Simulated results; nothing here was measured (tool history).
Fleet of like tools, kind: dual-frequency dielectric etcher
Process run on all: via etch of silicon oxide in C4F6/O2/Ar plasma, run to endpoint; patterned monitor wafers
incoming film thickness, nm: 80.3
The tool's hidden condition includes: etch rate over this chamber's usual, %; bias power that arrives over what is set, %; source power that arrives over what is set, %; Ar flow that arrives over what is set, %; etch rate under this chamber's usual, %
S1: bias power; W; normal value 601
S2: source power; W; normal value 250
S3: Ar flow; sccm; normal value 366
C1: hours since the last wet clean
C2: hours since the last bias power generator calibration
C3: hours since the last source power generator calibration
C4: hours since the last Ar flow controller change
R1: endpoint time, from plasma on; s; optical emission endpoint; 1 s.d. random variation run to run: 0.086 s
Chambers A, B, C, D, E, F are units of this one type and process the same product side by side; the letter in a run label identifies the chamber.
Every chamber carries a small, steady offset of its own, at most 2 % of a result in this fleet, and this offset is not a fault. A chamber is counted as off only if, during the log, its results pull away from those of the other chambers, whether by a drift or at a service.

run	day	S1	S2	S3	C1	C2	C3	C4	R1
1D	0.362	601	250	366	274.1	2157.2	1322.5	833.0	20.129
2B	0.912	601	250	366	415.8	2302.8	3034.6	981.1	20.232
# day 1.129: chamber A: bias power generator calibrated
3E	1.275	601	250	366	221.3	511.7	1759.3	293.3	20.118
4A	1.562	601	250	366	586.5	10.5	1312.2	5258.6	19.947
# day 1.783: chamber A: wet clean of the chamber
5C	2.033	601	250	366	276.6	1572.8	239.7	1930.7	19.933
6F	2.525	601	250	366	279.7	1090.3	2499.1	1341.6	20.037
7C	3.054	601	250	366	301.1	1597.3	264.2	1955.2	19.941
8B	3.554	601	250	366	479.2	2366.2	3098.0	1044.5	20.266
9D	4.042	601	250	366	362.4	2245.5	1410.8	921.3	20.118
10F	4.567	601	250	366	328.7	1139.3	2548.1	1390.6	19.964
# day 4.896: chamber C: Ar flow controller replaced
11E	4.933	601	250	366	309.1	599.5	1847.1	381.1	20.035
12A	5.367	601	250	416	86.0	101.8	1403.5	5349.9	20.250
13D	5.850	601	250	416	405.8	2288.9	1454.2	964.7	20.442
14B	6.104	601	250	416	540.4	2427.4	3159.2	1105.7	20.682
15E	6.579	601	250	416	348.6	639.0	1886.6	420.6	20.398
16F	6.962	601	250	416	386.2	1196.8	2605.6	1448.1	20.334
17C	7.288	601	250	416	402.7	1698.9	365.8	57.5	20.451
# day 7.571: chamber A: Ar flow controller replaced
18A	7.650	601	250	366	140.8	156.6	1458.3	1.9	20.100
19B	7.904	601	250	366	583.6	2470.6	3202.4	1148.9	20.343
# day 8.288: chamber C: wet clean of the chamber
20A	8.362	601	250	366	157.9	173.7	1475.4	19.0	19.908
# day 8.533: chamber F: source power generator calibrated
21E	8.788	601	250	366	401.6	692.0	1939.6	473.6	20.213
# day 8.946: chamber B: wet clean of the chamber
# day 9.150: chamber F: wet clean of the chamber
22C	9.250	601	200	366	23.2	1746.0	412.9	104.6	21.867
23D	9.771	601	200	366	499.9	2383.0	1548.3	1058.8	21.322
24F	10.304	601	200	366	27.8	1277.0	42.6	1528.3	21.728
25C	10.879	601	200	366	62.3	1785.1	452.0	143.7	21.939
26A	11.425	601	200	366	231.4	247.2	1548.9	92.5	21.597
27F	11.800	601	200	366	63.7	1312.9	78.5	1564.2	21.658
28E	12.312	601	250	366	486.2	776.6	2024.2	558.2	20.257
# day 12.708: chamber F: Ar flow controller replaced
29D	12.725	601	250	366	570.8	2453.9	1619.2	1129.7	19.296
# day 12.975: chamber D: source power generator calibrated
30B	13.067	601	250	366	99.0	2594.5	3326.3	1272.8	20.359
31D	13.504	601	250	366	589.5	2472.6	12.8	1148.4	19.294
# day 13.758: chamber E: wet clean of the chamber
32C	13.767	601	250	366	131.6	1854.4	521.3	213.0	20.162
33B	14.196	601	250	366	126.1	2621.6	3353.4	1299.9	20.379
34F	14.721	601	250	366	133.8	1383.0	148.6	48.3	19.945
35E	15.275	601	250	366	36.5	847.7	2095.3	629.3	19.998
36A	15.758	601	250	366	335.4	351.2	1652.9	196.5	19.974

Is one chamber off against the others, does the gauge drift, or is nothing wrong? If a chamber is off, say which, and what the likeliest cause is.

Chamber D drifts away from the others.
Cause: etch rate over this chamber's usual, % = 5.52.

Chamber D could run next with any of the 4 candidate recipes listed below; each alters the usual settings, and their results appear as question marks. Which one brings its results back in line with what the other chambers deliver on the usual settings?
A result is in line if it is within this distance of the other chambers' mean on the usual settings: R1 0.300 s
37D-1	16.179	579	240	370					?
37D-2	16.179	601	270	366					?
37D-3	16.179	684	250	366					?
37D-4	16.179	601	220	382					?

Usual-settings mean across the other chambers: R1 20.096 s
run	R1
37D-1	19.677
37D-2	18.555
37D-3	18.143
37D-4	20.092
37D-4 brings the chamber back in line.
